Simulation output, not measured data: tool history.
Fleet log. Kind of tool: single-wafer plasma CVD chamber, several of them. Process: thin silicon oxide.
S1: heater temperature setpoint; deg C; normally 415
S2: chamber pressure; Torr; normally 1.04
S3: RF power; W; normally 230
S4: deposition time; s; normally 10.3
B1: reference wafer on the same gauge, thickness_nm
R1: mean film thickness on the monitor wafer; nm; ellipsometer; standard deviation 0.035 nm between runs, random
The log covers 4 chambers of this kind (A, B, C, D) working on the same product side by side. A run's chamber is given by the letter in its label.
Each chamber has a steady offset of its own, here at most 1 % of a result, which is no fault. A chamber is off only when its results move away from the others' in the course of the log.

run,hour,S1,S2,S3,S4,B1,R1
1D,6.1,415,1.04,230,10.3,18.604,20.514
2A,12.6,415,1.04,230,10.3,18.600,20.412
3C,16.1,415,1.04,230,10.3,18.612,20.624
4B,20.9,415,1.04,230,10.3,18.607,20.768
5C,26.7,415,1.04,230,10.3,18.614,20.652
6B,31.9,415,1.04,230,10.3,18.618,20.765
7D,36.7,415,1.04,230,10.3,18.629,20.538
8A,41.4,415,1.04,230,10.3,18.624,20.457
9D,46.2,415,1.04,230,10.3,18.629,20.511
10B,51.1,415,1.04,230,10.3,18.621,20.818
11A,57.9,415,1.04,230,10.3,18.632,20.492
12C,64.4,415,1.04,230,10.3,18.635,20.663
13C,71.0,415,1.04,230,10.3,18.637,20.719
14B,77.2,415,1.04,230,10.3,18.647,20.849
15D,82.8,415,1.04,230,10.3,18.653,20.566
16A,85.9,415,1.04,230,10.3,18.648,20.534
17A,91.7,415,1.04,230,10.3,18.652,20.468
18D,96.8,415,1.04,230,10.3,18.652,20.599
19C,102.5,415,1.04,230,10.3,18.653,20.682
20B,107.0,415,1.04,230,10.3,18.655,20.776
21A,111.4,415,1.04,260,10.3,18.652,21.677
22D,117.9,415,1.04,260,10.3,18.654,21.798
23B,123.8,415,1.04,260,10.3,18.665,22.009
24C,127.4,415,1.04,260,10.3,18.667,21.947
25D,132.3,415,1.04,230,10.3,18.673,20.622
26C,138.0,415,1.04,230,10.3,18.669,20.733
27B,141.9,415,1.04,230,10.3,18.676,20.838
28A,145.1,425,1.04,230,11.5,18.677,22.756
29C,149.8,425,1.04,230,11.5,18.694,22.993
30D,155.0,425,1.04,230,11.5,18.685,22.840
31A,158.2,425,1.04,230,11.5,18.684,22.745
32B,164.4,415,1.04,230,10.3,18.694,20.947
33D,170.7,415,1.04,230,10.3,18.688,20.706
34B,176.0,415,1.04,230,10.3,18.696,20.980
35C,181.2,415,1.04,230,11.3,18.705,22.790
36A,188.2,415,1.04,230,11.3,18.703,22.578
37C,193.2,415,1.04,230,11.3,18.708,22.715
38A,198.6,415,1.04,230,11.3,18.704,22.546
39B,202.0,415,1.04,230,10.3,18.716,20.904
40D,207.2,415,1.04,230,10.3,18.720,20.707
41C,213.4,415,1.04,230,10.3,18.710,20.812
42D,217.0,415,1.04,230,10.3,18.712,20.700
43A,222.5,415,1.04,250,11.1,18.722,23.058
44B,229.5,415,1.04,250,11.1,18.724,23.450

Each of the 4 chambers runs these same settings next. Fill in every chamber's results:
45A,234.6,415,1.04,230,10.3,,?
45B,234.6,415,1.04,230,10.3,,?
45C,234.6,415,1.04,230,10.3,,?
45D,234.6,415,1.04,230,10.3,,?

run,R1
45A,20.569
45B,20.873
45C,20.700
45D,20.685
